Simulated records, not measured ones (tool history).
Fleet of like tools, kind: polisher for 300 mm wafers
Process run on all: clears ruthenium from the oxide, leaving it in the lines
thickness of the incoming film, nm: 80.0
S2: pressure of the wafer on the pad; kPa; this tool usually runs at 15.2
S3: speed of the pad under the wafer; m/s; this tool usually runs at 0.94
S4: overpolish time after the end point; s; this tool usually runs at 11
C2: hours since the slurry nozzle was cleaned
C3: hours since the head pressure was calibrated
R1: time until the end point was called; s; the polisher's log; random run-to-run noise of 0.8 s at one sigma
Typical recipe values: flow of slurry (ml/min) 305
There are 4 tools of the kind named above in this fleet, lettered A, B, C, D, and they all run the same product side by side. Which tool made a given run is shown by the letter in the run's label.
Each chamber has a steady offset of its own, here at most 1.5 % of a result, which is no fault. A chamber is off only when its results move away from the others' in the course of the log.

run 1C hour=7.8 | flow_of_slurry_(ml/min)=305 S2=15.2 S3=0.94 S4=11 | wafers_polished_on_this_pad=871 C2=162.6 C3=673.2 | R1=61.291
run 2B hour=15.3 | flow_of_slurry_(ml/min)=305 S2=15.2 S3=0.94 S4=11 | wafers_polished_on_this_pad=694 C2=365.7 C3=177.3 | R1=62.951
-- hour=26.1 chamber B: worn pad replaced by a new one
run 3D hour=31.2 | flow_of_slurry_(ml/min)=305 S2=15.2 S3=0.94 S4=11 | wafers_polished_on_this_pad=945 C2=108.4 C3=532.4 | R1=62.39
-- hour=39.1 chamber D: worn pad replaced by a new one
-- hour=40.4 chamber C: worn pad replaced by a new one
run 4A hour=45.8 | flow_of_slurry_(ml/min)=305 S2=15.2 S3=0.94 S4=11 | wafers_polished_on_this_pad=1056 C2=623.6 C3=190.6 | R1=62.711
-- hour=53.8 chamber A: worn pad replaced by a new one
run 5B hour=53.8 | flow_of_slurry_(ml/min)=305 S2=15.2 S3=0.94 S4=11 | wafers_polished_on_this_pad=266 C2=404.2 C3=215.8 | R1=63.817
run 6D hour=63 | flow_of_slurry_(ml/min)=305 S2=15.2 S3=0.94 S4=11 | wafers_polished_on_this_pad=229 C2=140.2 C3=564.2 | R1=62.559
run 7C hour=74.1 | flow_of_slurry_(ml/min)=305 S2=15.2 S3=0.94 S4=11 | wafers_polished_on_this_pad=323 C2=228.9 C3=739.5 | R1=61.901
run 8A hour=90 | flow_of_slurry_(ml/min)=265 S2=15.2 S3=1.22 S4=11 | wafers_polished_on_this_pad=347 C2=667.8 C3=234.8 | R1=50.033
run 9D hour=100.6 | flow_of_slurry_(ml/min)=265 S2=15.2 S3=1.22 S4=11 | wafers_polished_on_this_pad=589 C2=177.8 C3=601.8 | R1=47.823
-- hour=109.1 chamber B: worn pad replaced by a new one
run 10B hour=114.9 | flow_of_slurry_(ml/min)=265 S2=15.2 S3=1.22 S4=11 | wafers_polished_on_this_pad=56 C2=465.3 C3=276.9 | R1=49.605
run 11A hour=130.2 | flow_of_slurry_(ml/min)=265 S2=15.2 S3=1.22 S4=11 | wafers_polished_on_this_pad=732 C2=708 C3=275 | R1=49.21
-- hour=138.8 chamber D: worn pad replaced by a new one
run 12C hour=144.2 | flow_of_slurry_(ml/min)=305 S2=15.2 S3=0.94 S4=11 | wafers_polished_on_this_pad=994 C2=299 C3=809.6 | R1=62.676
run 13C hour=157.4 | flow_of_slurry_(ml/min)=305 S2=15.2 S3=0.94 S4=11 | wafers_polished_on_this_pad=1121 C2=312.2 C3=822.8 | R1=61.355
-- hour=167.3 chamber C: worn pad replaced by a new one
run 14B hour=169.6 | flow_of_slurry_(ml/min)=305 S2=15.2 S3=0.94 S4=11 | wafers_polished_on_this_pad=580 C2=520 C3=331.6 | R1=62.212
run 15D hour=184.4 | flow_of_slurry_(ml/min)=240 S2=15.2 S3=0.66 S4=11 | wafers_polished_on_this_pad=436 C2=261.6 C3=685.6 | R1=89.252
-- hour=188.9 chamber B: slurry nozzle cleaned
-- hour=192.9 chamber B: worn pad replaced by a new one
-- hour=194.6 chamber A: worn pad replaced by a new one
run 16A hour=200.2 | flow_of_slurry_(ml/min)=240 S2=15.2 S3=0.66 S4=11 | wafers_polished_on_this_pad=53 C2=778 C3=345 | R1=92.002
run 17B hour=209.1 | flow_of_slurry_(ml/min)=240 S2=15.2 S3=0.66 S4=11 | wafers_polished_on_this_pad=156 C2=20.2 C3=371.1 | R1=90.689
-- hour=211.2 chamber A: slurry nozzle cleaned
run 18D hour=220.2 | flow_of_slurry_(ml/min)=240 S2=15.2 S3=0.66 S4=11 | wafers_polished_on_this_pad=779 C2=297.4 C3=721.4 | R1=91.181
run 19A hour=228.1 | flow_of_slurry_(ml/min)=305 S2=15.2 S3=1.16 S4=11 | wafers_polished_on_this_pad=320 C2=16.9 C3=372.9 | R1=51.108
-- hour=233 chamber B: head pressure recalibrated
run 20C hour=237.4 | flow_of_slurry_(ml/min)=305 S2=15.2 S3=1.16 S4=11 | wafers_polished_on_this_pad=671 C2=392.2 C3=902.8 | R1=49.865
-- hour=247.7 chamber D: slurry nozzle cleaned
run 21A hour=251.1 | flow_of_slurry_(ml/min)=305 S2=15.2 S3=1.16 S4=11 | wafers_polished_on_this_pad=541 C2=39.9 C3=395.9 | R1=50.254
-- hour=255.4 chamber D: worn pad replaced by a new one
run 22B hour=261.9 | flow_of_slurry_(ml/min)=305 S2=15.2 S3=1.16 S4=11 | wafers_polished_on_this_pad=661 C2=73 C3=28.9 | R1=49.894
run 23C hour=276.5 | flow_of_slurry_(ml/min)=305 S2=15.2 S3=0.94 S4=11 | wafers_polished_on_this_pad=1046 C2=431.3 C3=941.9 | R1=61.63
-- hour=278.9 chamber B: worn pad replaced by a new one
run 24D hour=289.8 | flow_of_slurry_(ml/min)=305 S2=15.2 S3=0.94 S4=11 | wafers_polished_on_this_pad=330 C2=42.2 C3=791 | R1=61.278
-- hour=292.8 chamber C: worn pad replaced by a new one
run 25C hour=298.3 | flow_of_slurry_(ml/min)=305 S2=15.2 S3=0.94 S4=11 | wafers_polished_on_this_pad=53 C2=453.1 C3=963.7 | R1=61.168
run 26B hour=305.6 | flow_of_slurry_(ml/min)=305 S2=15.2 S3=0.94 S4=11 | wafers_polished_on_this_pad=256 C2=116.7 C3=72.6 | R1=63.256
run 27D hour=322.1 | flow_of_slurry_(ml/min)=305 S2=15.2 S3=0.94 S4=11 | wafers_polished_on_this_pad=639 C2=74.5 C3=823.3 | R1=63.278
run 28A hour=337.4 | flow_of_slurry_(ml/min)=305 S2=15.2 S3=0.94 S4=11 | wafers_polished_on_this_pad=1367 C2=126.2 C3=482.2 | R1=63.1
-- hour=339.1 chamber A: worn pad replaced by a new one
run 29B hour=347 | flow_of_slurry_(ml/min)=305 S2=15.2 S3=0.94 S4=11 | wafers_polished_on_this_pad=652 C2=158.1 C3=114 | R1=61.707
-- hour=353.7 chamber B: worn pad replaced by a new one
-- hour=354.4 chamber C: slurry nozzle cleaned
run 30A hour=357.5 | flow_of_slurry_(ml/min)=305 S2=15.2 S3=0.94 S4=11 | wafers_polished_on_this_pad=176 C2=146.3 C3=502.3 | R1=62.573
-- hour=366.5 chamber D: worn pad replaced by a new one
run 31D hour=371.3 | flow_of_slurry_(ml/min)=305 S2=15.2 S3=0.94 S4=11 | wafers_polished_on_this_pad=46 C2=123.7 C3=872.5 | R1=61.638
run 32C hour=381.9 | flow_of_slurry_(ml/min)=305 S2=15.2 S3=0.94 S4=11 | wafers_polished_on_this_pad=854 C2=27.6 C3=1047.3 | R1=62.542
run 33B hour=394.2 | flow_of_slurry_(ml/min)=305 S2=15.2 S3=0.94 S4=11 | wafers_polished_on_this_pad=388 C2=205.3 C3=161.2 | R1=62.282
run 34D hour=407.8 | flow_of_slurry_(ml/min)=305 S2=15.2 S3=0.94 S4=11 | wafers_polished_on_this_pad=396 C2=160.2 C3=909 | R1=62.94

Next, all 4 chambers run the settings below, one line each with question marks for the results. What does each chamber give?
run 35A hour=419.7 | flow_of_slurry_(ml/min)=305 S2=15.2 S3=0.94 S4=11 | R1=?
run 35B hour=419.7 | flow_of_slurry_(ml/min)=305 S2=15.2 S3=0.94 S4=11 | R1=?
run 35C hour=419.7 | flow_of_slurry_(ml/min)=305 S2=15.2 S3=0.94 S4=11 | R1=?
run 35D hour=419.7 | flow_of_slurry_(ml/min)=305 S2=15.2 S3=0.94 S4=11 | R1=?

run=35A R1=62.297
run=35B R1=63.53
run=35C R1=62.072
run=35D R1=62.479
